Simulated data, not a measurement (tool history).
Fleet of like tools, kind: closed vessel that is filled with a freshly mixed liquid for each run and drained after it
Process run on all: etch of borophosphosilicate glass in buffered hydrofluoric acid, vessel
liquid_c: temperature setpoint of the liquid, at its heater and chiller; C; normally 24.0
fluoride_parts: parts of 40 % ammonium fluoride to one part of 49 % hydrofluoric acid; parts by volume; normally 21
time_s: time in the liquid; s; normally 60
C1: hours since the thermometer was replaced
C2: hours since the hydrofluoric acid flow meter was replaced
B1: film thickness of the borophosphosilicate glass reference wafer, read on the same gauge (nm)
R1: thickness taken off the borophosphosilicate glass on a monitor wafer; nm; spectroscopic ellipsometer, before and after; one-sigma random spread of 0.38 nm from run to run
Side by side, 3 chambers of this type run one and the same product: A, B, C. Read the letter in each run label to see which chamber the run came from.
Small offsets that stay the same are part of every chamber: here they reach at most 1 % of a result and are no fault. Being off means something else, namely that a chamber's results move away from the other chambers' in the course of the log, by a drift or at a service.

{"run": "1A", "hour": 4.7, "liquid_c": 24.0, "fluoride_parts": 21, "time_s": 60, "C1": 76.9, "C2": 736.6, "B1": 70.012, "R1": 67.75}
{"run": "2C", "hour": 8.6, "liquid_c": 24.0, "fluoride_parts": 21, "time_s": 60, "C1": 498.4, "C2": 14.6, "B1": 69.987, "R1": 67.268}
{"run": "3B", "hour": 13.3, "liquid_c": 24.0, "fluoride_parts": 21, "time_s": 60, "C1": 1880.7, "C2": 777.6, "B1": 69.986, "R1": 66.688}
{"run": "4C", "hour": 18.5, "liquid_c": 24.0, "fluoride_parts": 21, "time_s": 60, "C1": 508.3, "C2": 24.5, "B1": 69.983, "R1": 68.45}
{"run": "5A", "hour": 27.2, "liquid_c": 24.0, "fluoride_parts": 21, "time_s": 60, "C1": 99.4, "C2": 759.1, "B1": 70.038, "R1": 67.614}
{"run": "6B", "hour": 35.3, "liquid_c": 24.0, "fluoride_parts": 21, "time_s": 60, "C1": 1902.7, "C2": 799.6, "B1": 70.02, "R1": 66.739}
{"run": "7C", "hour": 43.5, "liquid_c": 24.0, "fluoride_parts": 21, "time_s": 60, "C1": 533.3, "C2": 49.5, "B1": 70.031, "R1": 67.626}
{"hour": 44.8, "done": "chamber C: thermometer replaced"}
{"run": "8B", "hour": 48.7, "liquid_c": 24.0, "fluoride_parts": 21, "time_s": 60, "C1": 1916.1, "C2": 813.0, "B1": 70.0, "R1": 66.303}
{"run": "9A", "hour": 55.3, "liquid_c": 24.0, "fluoride_parts": 21, "time_s": 60, "C1": 127.5, "C2": 787.2, "B1": 70.004, "R1": 67.566}
{"run": "10A", "hour": 62.0, "liquid_c": 24.0, "fluoride_parts": 21, "time_s": 60, "C1": 134.2, "C2": 793.9, "B1": 69.995, "R1": 68.104}
{"run": "11B", "hour": 67.4, "liquid_c": 24.0, "fluoride_parts": 21, "time_s": 60, "C1": 1934.8, "C2": 831.7, "B1": 70.004, "R1": 66.933}
{"run": "12C", "hour": 72.8, "liquid_c": 24.0, "fluoride_parts": 29, "time_s": 60, "C1": 28.1, "C2": 78.8, "B1": 69.966, "R1": 54.204}
{"run": "13B", "hour": 77.8, "liquid_c": 24.0, "fluoride_parts": 29, "time_s": 60, "C1": 1945.2, "C2": 842.1, "B1": 69.98, "R1": 53.183}
{"run": "14A", "hour": 84.3, "liquid_c": 24.0, "fluoride_parts": 29, "time_s": 60, "C1": 156.5, "C2": 816.2, "B1": 70.023, "R1": 54.136}
{"run": "15C", "hour": 88.6, "liquid_c": 24.0, "fluoride_parts": 21, "time_s": 60, "C1": 43.9, "C2": 94.6, "B1": 69.994, "R1": 67.52}
{"run": "16B", "hour": 96.9, "liquid_c": 24.0, "fluoride_parts": 21, "time_s": 60, "C1": 1964.3, "C2": 861.2, "B1": 70.035, "R1": 66.327}
{"run": "17A", "hour": 101.2, "liquid_c": 24.0, "fluoride_parts": 21, "time_s": 60, "C1": 173.4, "C2": 833.1, "B1": 70.009, "R1": 68.007}
{"run": "18C", "hour": 105.0, "liquid_c": 24.0, "fluoride_parts": 21, "time_s": 60, "C1": 60.3, "C2": 111.0, "B1": 69.984, "R1": 67.413}
{"run": "19C", "hour": 113.6, "liquid_c": 24.0, "fluoride_parts": 21, "time_s": 60, "C1": 68.9, "C2": 119.6, "B1": 69.993, "R1": 67.422}
{"run": "20A", "hour": 118.1, "liquid_c": 24.0, "fluoride_parts": 21, "time_s": 60, "C1": 190.3, "C2": 850.0, "B1": 70.005, "R1": 69.034}
{"run": "21B", "hour": 126.2, "liquid_c": 24.0, "fluoride_parts": 21, "time_s": 60, "C1": 1993.6, "C2": 890.5, "B1": 70.0, "R1": 67.126}
{"run": "22C", "hour": 131.2, "liquid_c": 24.0, "fluoride_parts": 21, "time_s": 60, "C1": 86.5, "C2": 137.2, "B1": 69.997, "R1": 67.607}
{"run": "23B", "hour": 139.5, "liquid_c": 24.0, "fluoride_parts": 21, "time_s": 60, "C1": 2006.9, "C2": 903.8, "B1": 69.986, "R1": 67.0}
{"run": "24A", "hour": 145.7, "liquid_c": 24.0, "fluoride_parts": 21, "time_s": 60, "C1": 217.9, "C2": 877.6, "B1": 70.013, "R1": 68.862}
{"run": "25A", "hour": 154.4, "liquid_c": 24.0, "fluoride_parts": 21, "time_s": 60, "C1": 226.6, "C2": 886.3, "B1": 70.011, "R1": 69.761}
{"run": "26B", "hour": 160.5, "liquid_c": 24.0, "fluoride_parts": 21, "time_s": 60, "C1": 2027.9, "C2": 924.8, "B1": 69.964, "R1": 66.75}
{"run": "27C", "hour": 169.3, "liquid_c": 24.0, "fluoride_parts": 21, "time_s": 60, "C1": 124.6, "C2": 175.3, "B1": 70.031, "R1": 67.688}
{"run": "28C", "hour": 175.0, "liquid_c": 24.0, "fluoride_parts": 21, "time_s": 60, "C1": 130.3, "C2": 181.0, "B1": 69.985, "R1": 67.684}
{"run": "29B", "hour": 182.1, "liquid_c": 24.0, "fluoride_parts": 21, "time_s": 60, "C1": 2049.5, "C2": 946.4, "B1": 69.964, "R1": 66.448}
{"run": "30A", "hour": 188.6, "liquid_c": 24.0, "fluoride_parts": 21, "time_s": 60, "C1": 260.8, "C2": 920.5, "B1": 70.008, "R1": 69.992}
{"run": "31B", "hour": 195.1, "liquid_c": 24.0, "fluoride_parts": 21, "time_s": 60, "C1": 2062.5, "C2": 959.4, "B1": 70.019, "R1": 66.834}
{"run": "32A", "hour": 202.0, "liquid_c": 24.0, "fluoride_parts": 21, "time_s": 60, "C1": 274.2, "C2": 933.9, "B1": 69.944, "R1": 70.45}
{"run": "33C", "hour": 205.9, "liquid_c": 24.0, "fluoride_parts": 21, "time_s": 60, "C1": 161.2, "C2": 211.9, "B1": 70.008, "R1": 67.879}
{"run": "34A", "hour": 213.9, "liquid_c": 24.0, "fluoride_parts": 21, "time_s": 60, "C1": 286.1, "C2": 945.8, "B1": 70.055, "R1": 70.178}
{"run": "35C", "hour": 221.5, "liquid_c": 24.0, "fluoride_parts": 21, "time_s": 60, "C1": 176.8, "C2": 227.5, "B1": 69.985, "R1": 66.396}
{"run": "36B", "hour": 226.0, "liquid_c": 27.5, "fluoride_parts": 21, "time_s": 60, "C1": 2093.4, "C2": 990.3, "B1": 70.003, "R1": 80.993}
{"run": "37A", "hour": 233.6, "liquid_c": 27.5, "fluoride_parts": 21, "time_s": 60, "C1": 305.8, "C2": 965.5, "B1": 70.028, "R1": 86.074}
{"run": "38C", "hour": 238.8, "liquid_c": 27.5, "fluoride_parts": 21, "time_s": 60, "C1": 194.1, "C2": 244.8, "B1": 69.982, "R1": 81.492}
{"run": "39B", "hour": 247.4, "liquid_c": 28.5, "fluoride_parts": 21, "time_s": 80, "C1": 2114.8, "C2": 1011.7, "B1": 69.975, "R1": 114.43}
{"run": "40A", "hour": 255.8, "liquid_c": 28.5, "fluoride_parts": 21, "time_s": 80, "C1": 328.0, "C2": 987.7, "B1": 69.998, "R1": 121.5}
{"run": "41B", "hour": 259.8, "liquid_c": 28.5, "fluoride_parts": 21, "time_s": 80, "C1": 2127.2, "C2": 1024.1, "B1": 69.982, "R1": 112.55}
{"run": "42C", "hour": 265.3, "liquid_c": 24.0, "fluoride_parts": 21, "time_s": 60, "C1": 220.6, "C2": 271.3, "B1": 69.982, "R1": 67.904}
{"run": "43C", "hour": 271.3, "liquid_c": 24.0, "fluoride_parts": 21, "time_s": 60, "C1": 226.6, "C2": 277.3, "B1": 70.027, "R1": 67.433}

Which is it: a chamber that has drifted or been left off by a service, a gauge drift common to all chambers, or only each chamber's usual small offset? If a chamber is off, name it and its likeliest cause.

Little by little, chamber A moves away from the other chambers.
Most likely cause: hydrofluoric acid flow above the setpoint (%) = 9.17.
The log might look much the same if the cause were instead: liquid hotter than its thermometer reads (K).

Here are 4 candidates for chamber A's next run, each the usual settings with a change, their results left as question marks. Which one brings its results back in line with what the others give on the usual settings?
In line here means within this much of the mean the other chambers give on the usual settings: R1 1.300 nm
{"run": "44A-1", "hour": 277.6, "liquid_c": 24.0, "fluoride_parts": 21.5, "time_s": 60, "R1": "?"}
{"run": "44A-2", "hour": 277.6, "liquid_c": 24.0, "fluoride_parts": 20.5, "time_s": 60, "R1": "?"}
{"run": "44A-3", "hour": 277.6, "liquid_c": 24.0, "fluoride_parts": 21.0, "time_s": 65, "R1": "?"}
{"run": "44A-4", "hour": 277.6, "liquid_c": 24.0, "fluoride_parts": 23.0, "time_s": 60, "R1": "?"}

The mean the other chambers reach with the usual settings: R1 67.194 nm
run=44A-1 R1=70.938
run=44A-2 R1=74.400
run=44A-3 R1=78.680
run=44A-4 R1=67.368
Change 44A-4 lands the chamber within the allowed miss of the other chambers.

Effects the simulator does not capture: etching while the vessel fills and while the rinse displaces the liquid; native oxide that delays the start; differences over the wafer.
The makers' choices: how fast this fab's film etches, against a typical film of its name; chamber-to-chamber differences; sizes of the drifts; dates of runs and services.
